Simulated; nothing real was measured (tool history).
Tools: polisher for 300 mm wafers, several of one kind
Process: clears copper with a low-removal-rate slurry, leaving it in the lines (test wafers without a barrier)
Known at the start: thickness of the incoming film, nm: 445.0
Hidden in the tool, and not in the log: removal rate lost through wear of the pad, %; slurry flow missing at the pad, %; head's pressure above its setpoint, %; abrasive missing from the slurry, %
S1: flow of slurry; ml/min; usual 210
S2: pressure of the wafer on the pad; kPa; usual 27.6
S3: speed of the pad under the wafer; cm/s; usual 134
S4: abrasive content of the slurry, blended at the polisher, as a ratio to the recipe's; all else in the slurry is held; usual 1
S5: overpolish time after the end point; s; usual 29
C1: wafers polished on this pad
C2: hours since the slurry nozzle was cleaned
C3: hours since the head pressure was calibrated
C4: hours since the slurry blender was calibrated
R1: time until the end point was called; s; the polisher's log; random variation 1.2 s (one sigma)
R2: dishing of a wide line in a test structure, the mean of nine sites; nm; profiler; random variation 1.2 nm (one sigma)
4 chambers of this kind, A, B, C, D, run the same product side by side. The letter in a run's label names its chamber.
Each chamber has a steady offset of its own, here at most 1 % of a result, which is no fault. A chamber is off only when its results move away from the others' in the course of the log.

| run | hour | S1 | S2 | S3 | S4 | S5 | C1 | C2 | C3 | C4 | R1 | R2 |
|---|---|---|---|---|---|---|---|---|---|---|---|---|
|  | 0.1 | chamber D: worn pad replaced by a new one |
| 1B | 3.9 | 210 | 27.6 | 134 | 1 | 29 | 347 | 694.8 | 84.2 | 216.2 | 86.213 | 69.593 |
| 2C | 10.1 | 210 | 27.6 | 134 | 1 | 29 | 360 | 212.6 | 121.2 | 46.4 | 85.945 | 69.043 |
| 3A | 14.6 | 210 | 27.6 | 134 | 1 | 29 | 475 | 287.1 | 52.8 | 122.1 | 84.302 | 68.842 |
| 4D | 22.2 | 210 | 27.6 | 134 | 1 | 29 | 236 | 243.2 | 962.9 | 72.9 | 84.579 | 68.799 |
|  | 25.9 | chamber D: slurry nozzle cleaned |
| 5D | 28.7 | 140 | 27.6 | 134 | 1 | 29 | 305 | 2.9 | 969.4 | 79.4 | 89.891 | 65.761 |
| 6B | 34 | 140 | 27.6 | 134 | 1 | 29 | 668 | 724.9 | 114.3 | 246.3 | 89.947 | 65.168 |
| 7A | 39.5 | 140 | 27.6 | 134 | 1 | 29 | 740 | 312 | 77.7 | 147 | 90.453 | 66.013 |
| 8C | 46.7 | 140 | 27.6 | 134 | 1 | 29 | 750 | 249.2 | 157.8 | 83 | 90.065 | 66.693 |
|  | 50.9 | chamber C: worn pad replaced by a new one |
| 9A | 53.3 | 210 | 27.6 | 178 | 1 | 29 | 887 | 325.8 | 91.5 | 160.8 | 63.887 | 77.153 |
| 10D | 60.8 | 210 | 27.6 | 178 | 1 | 29 | 647 | 35 | 1001.5 | 111.5 | 64.172 | 77.644 |
| 11C | 66 | 210 | 27.6 | 178 | 1 | 29 | 161 | 268.5 | 177.1 | 102.3 | 64.625 | 79.351 |
| 12B | 69.8 | 210 | 27.6 | 178 | 1 | 29 | 1049 | 760.7 | 150.1 | 282.1 | 62.999 | 76.087 |
| 13D | 74.1 | 210 | 27.6 | 134 | 1 | 29 | 788 | 48.3 | 1014.8 | 124.8 | 87.811 | 67.342 |
| 14A | 79 | 210 | 27.6 | 134 | 1 | 29 | 1161 | 351.5 | 117.2 | 186.5 | 84.95 | 66.373 |
|  | 85.3 | chamber C: slurry blender recalibrated |
| 15C | 86.4 | 210 | 27.6 | 134 | 1 | 29 | 378 | 288.9 | 197.5 | 1.2 | 85.465 | 66.677 |
| 16B | 92.1 | 210 | 27.6 | 134 | 1 | 29 | 1287 | 783 | 172.4 | 304.4 | 85.726 | 65.421 |
|  | 92.6 | chamber B: worn pad replaced by a new one |
| 17C | 96.4 | 210 | 27.6 | 134 | 1 | 29 | 484 | 298.9 | 207.5 | 11.2 | 84.539 | 67.746 |
| 18A | 103.6 | 210 | 27.6 | 134 | 1 | 29 | 1423 | 376.1 | 141.8 | 211.1 | 85.668 | 68.255 |
|  | 108.2 | chamber D: slurry blender recalibrated |
| 19B | 109.6 | 210 | 27.6 | 134 | 1 | 29 | 181 | 800.5 | 189.9 | 321.9 | 84.779 | 68.035 |
| 20D | 116.6 | 210 | 27.6 | 134 | 1 | 29 | 1241 | 90.8 | 1057.3 | 8.5 | 84.638 | 69.109 |
|  | 118.3 | chamber A: worn pad replaced by a new one |
|  | 119.8 | chamber C: worn pad replaced by a new one |
| 21A | 122 | 260 | 27.6 | 134 | 1 | 29 | 39 | 394.5 | 160.2 | 229.5 | 84.951 | 68.922 |
|  | 122.1 | chamber B: slurry nozzle cleaned |
|  | 124.6 | chamber D: worn pad replaced by a new one |
| 22D | 127.7 | 260 | 27.6 | 134 | 1 | 29 | 33 | 101.9 | 1068.4 | 19.6 | 83.927 | 68.445 |
| 23B | 135.1 | 260 | 27.6 | 134 | 1 | 29 | 453 | 13.1 | 215.4 | 347.4 | 83.236 | 67.959 |
| 24C | 139.2 | 260 | 27.6 | 134 | 1 | 29 | 206 | 341.7 | 250.3 | 54 | 83.529 | 69.106 |
| 25A | 143.3 | 210 | 22.8 | 134 | 0.9 | 29 | 266 | 415.8 | 181.5 | 250.8 | 109.85 | 59.127 |
| 26D | 149.8 | 210 | 22.8 | 134 | 0.9 | 29 | 268 | 124 | 1090.5 | 41.7 | 104.3 | 60.248 |
| 27C | 153.6 | 210 | 22.8 | 134 | 0.9 | 29 | 360 | 356.1 | 264.7 | 68.4 | 106.03 | 60.245 |
|  | 157.4 | chamber A: slurry nozzle cleaned |
| 28B | 159.2 | 210 | 22.8 | 134 | 0.9 | 29 | 709 | 37.2 | 239.5 | 371.5 | 106.1 | 58.917 |
| 29B | 163.8 | 210 | 27.6 | 134 | 1 | 29 | 758 | 41.8 | 244.1 | 376.1 | 86.754 | 69.005 |
| 30D | 170.4 | 210 | 27.6 | 134 | 1 | 29 | 488 | 144.6 | 1111.1 | 62.3 | 85.297 | 70.598 |
| 31C | 176.8 | 210 | 27.6 | 134 | 1 | 29 | 607 | 379.3 | 287.9 | 91.6 | 84.647 | 66.122 |
| 32A | 180.6 | 210 | 27.6 | 134 | 1 | 29 | 664 | 23.2 | 218.8 | 288.1 | 88.289 | 65.899 |
|  | 183.9 | chamber C: worn pad replaced by a new one |
| 33C | 187 | 210 | 27.6 | 134 | 1 | 29 | 33 | 389.5 | 298.1 | 101.8 | 87.205 | 68.387 |
| 34B | 192.2 | 210 | 27.6 | 134 | 1 | 29 | 1061 | 70.2 | 272.5 | 404.5 | 82.62 | 67.683 |
| 35A | 196.1 | 210 | 27.6 | 162 | 1.1 | 29 | 829 | 38.7 | 234.3 | 303.6 | 73.891 | 73.445 |
| 36D | 202.6 | 210 | 27.6 | 162 | 1.1 | 29 | 831 | 176.8 | 1143.3 | 94.5 | 67.999 | 74.248 |
| 37D | 207.8 | 210 | 27.6 | 162 | 1.1 | 29 | 886 | 182 | 1148.5 | 99.7 | 68.282 | 75.541 |
|  | 210.7 | chamber B: slurry blender recalibrated |
| 38C | 214.3 | 210 | 27.6 | 162 | 1.1 | 29 | 324 | 416.8 | 325.4 | 129.1 | 68.862 | 73.962 |
| 39B | 219.6 | 210 | 27.6 | 134 | 1 | 29 | 1353 | 97.6 | 299.9 | 9 | 86.118 | 68.965 |

Is one chamber off against the others, does the gauge drift, or is nothing wrong? If a chamber is off, say which, and what the likeliest cause is.

Chamber A drifts away from the others.
Cause: abrasive missing from the slurry, % = 36.4.
The log may not tell that from: head's pressure below its setpoint, %.

Here are 4 candidates for chamber A's next run, each the usual settings with a change, their results left as question marks. Which one brings its results back in line with what the others give on the usual settings?
In line means no further than this from the other chambers' mean on the usual settings: R1 4 s; R2 4.1 nm
| 40A-1 | 225.3 | 210 | 29 | 140 | 1 | 29 |  |  |  |  | ? | ? |
| 40A-2 | 225.3 | 215 | 30.3 | 146 | 1 | 28 |  |  |  |  | ? | ? |
| 40A-3 | 225.3 | 205 | 24.8 | 122 | 1 | 30 |  |  |  |  | ? | ? |
| 40A-4 | 225.3 | 210 | 26.2 | 128 | 1 | 29 |  |  |  |  | ? | ? |

The other chambers' mean on the usual settings: R1 85.043 s; R2 68.28 nm
| run | R1 | R2 |
|---|---|---|
| 40A-1 | 85.057 | 68.853 |
| 40A-2 | 77.666 | 71.016 |
| 40A-3 | 114.02 | 59.164 |
| 40A-4 | 102.71 | 61.842 |
40A-1 brings the chamber back in line.
